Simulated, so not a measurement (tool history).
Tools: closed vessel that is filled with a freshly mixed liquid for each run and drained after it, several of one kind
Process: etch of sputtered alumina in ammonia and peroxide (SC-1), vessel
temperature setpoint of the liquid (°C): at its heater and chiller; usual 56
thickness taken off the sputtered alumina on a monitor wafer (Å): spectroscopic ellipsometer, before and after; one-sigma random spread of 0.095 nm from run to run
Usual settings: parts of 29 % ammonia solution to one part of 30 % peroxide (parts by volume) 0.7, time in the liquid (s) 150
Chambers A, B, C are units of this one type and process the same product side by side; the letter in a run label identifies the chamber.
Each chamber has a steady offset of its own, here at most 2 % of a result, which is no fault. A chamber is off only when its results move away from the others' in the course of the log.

run	hour	temperature setpoint of the liquid (°C)	parts of 29 % ammonia solution to one part of 30 % peroxide (parts by volume)	time in the liquid (s)	hours since the thermometer was replaced	hours since the ammonia flow meter was replaced	hours since the drum of ammonia solution was connected	read-back film thickness of the sputtered alumina reference wafer, read on the same gauge (nm)	thickness taken off the sputtered alumina on a monitor wafer (Å)
1C	14.4	56	0.7	150	1184.7	1025.8	158.7	140	129.78
2B	27.3	56	0.7	150	807.5	394.2	285.9	139.99	126.03
3A	35.2	56	0.7	150	1746.8	470.4	327.5	140.01	123.79
# hour 37.4: chamber B: new drum of ammonia solution connected
4A	43.9	56	0.7	150	1755.5	479.1	336.2	140.01	124.11
5C	59.3	56	0.7	150	1229.6	1070.7	203.6	140	126.87
6B	66.4	56	0.7	150	846.6	433.3	29	139.96	126.7
7B	81.9	56	0.7	150	862.1	448.8	44.5	139.99	125.01
# hour 89.6: chamber A: new drum of ammonia solution connected
8C	89.6	56	0.7	150	1259.9	1101	233.9	139.98	127
9A	102.4	56	0.7	150	1814	537.6	12.8	140	125.6
10B	116.3	56	0.7	80	896.5	483.2	78.9	140.02	68.371
11C	126.1	56	0.7	80	1296.4	1137.5	270.4	139.98	68.263
12A	138	56	0.7	80	1849.6	573.2	48.4	139.98	66.681
13A	152.1	56	0.7	150	1863.7	587.3	62.5	139.97	125.1
14C	164.4	56	0.7	150	1334.7	1175.8	308.7	139.97	127.65
15B	175.1	56	0.7	150	955.3	542	137.7	140.02	126.82
16C	189.6	56	0.7	150	1359.9	1201	333.9	140.04	128.57
17A	202.4	56	0.7	150	1914	637.6	112.8	139.98	123.91
18B	209.8	56	0.7	150	990	576.7	172.4	140.03	124.5
19C	222.2	62.5	0.7	230	1392.5	1233.6	366.5	140	276.73
# hour 233: chamber C: thermometer replaced
20A	233.3	62.5	0.7	230	1944.9	668.5	143.7	140.01	265.97
21B	245.9	62.5	0.7	230	1026.1	612.8	208.5	140.03	264.8
22A	253	56	0.7	150	1964.6	688.2	163.4	140.02	122.74
23B	260.6	56	0.7	150	1040.8	627.5	223.2	140.03	122.03
24C	268.2	56	0.7	150	35.2	1279.6	412.5	139.97	128.63
# hour 273.5: chamber A: thermometer replaced
25B	281.4	56	0.7	150	1061.6	648.3	244	140	122.64
26A	292.1	56	0.7	150	18.6	727.3	202.5	140.04	125
27C	305.3	56	0.7	150	72.3	1316.7	449.6	139.99	129.69
28A	319	56	0.7	150	45.5	754.2	229.4	139.97	126.74
29B	326.5	56	0.7	150	1106.7	693.4	289.1	140.01	121.12
30C	341.6	56	0.7	150	108.6	1353	485.9	140.02	130.01
31B	353.4	56	0.7	150	1133.6	720.3	316	140.05	118.5
32C	366	56	0.7	150	133	1377.4	510.3	139.99	127.1
# hour 371.1: chamber B: new drum of ammonia solution connected
33A	377	56	0.7	150	103.5	812.2	287.4	140	124.54
34C	391.5	56	0.7	150	158.5	1402.9	535.8	139.99	130.1
35B	404.8	56	0.7	150	1185	771.7	33.8	139.98	119.97
36A	419.4	56	0.7	150	145.9	854.6	329.8	140	124.71
37A	432.3	56	0.7	150	158.8	867.5	342.7	140.01	125.24
38B	446.3	56	0.35	150	1226.5	813.2	75.3	140.01	110.71
39C	455.7	56	0.35	150	222.7	1467.1	600	139.97	119.83
40B	465.7	56	0.35	150	1245.9	832.6	94.7	140	110.75
# hour 474.5: chamber A: new drum of ammonia solution connected
41C	478.5	56	0.7	150	245.5	1489.9	622.8	140.01	128.61
42A	489.4	56	0.7	150	215.9	924.6	14.9	140.01	124.63

All 3 chambers run these settings next. Forecast each chamber's results:
43A	500.6	56	0.7	150					?
43B	500.6	56	0.7	150					?
43C	500.6	56	0.7	150					?

run	thickness taken off the sputtered alumina on a monitor wafer (Å)
43A	125.93
43B	117.82
43C	128.96
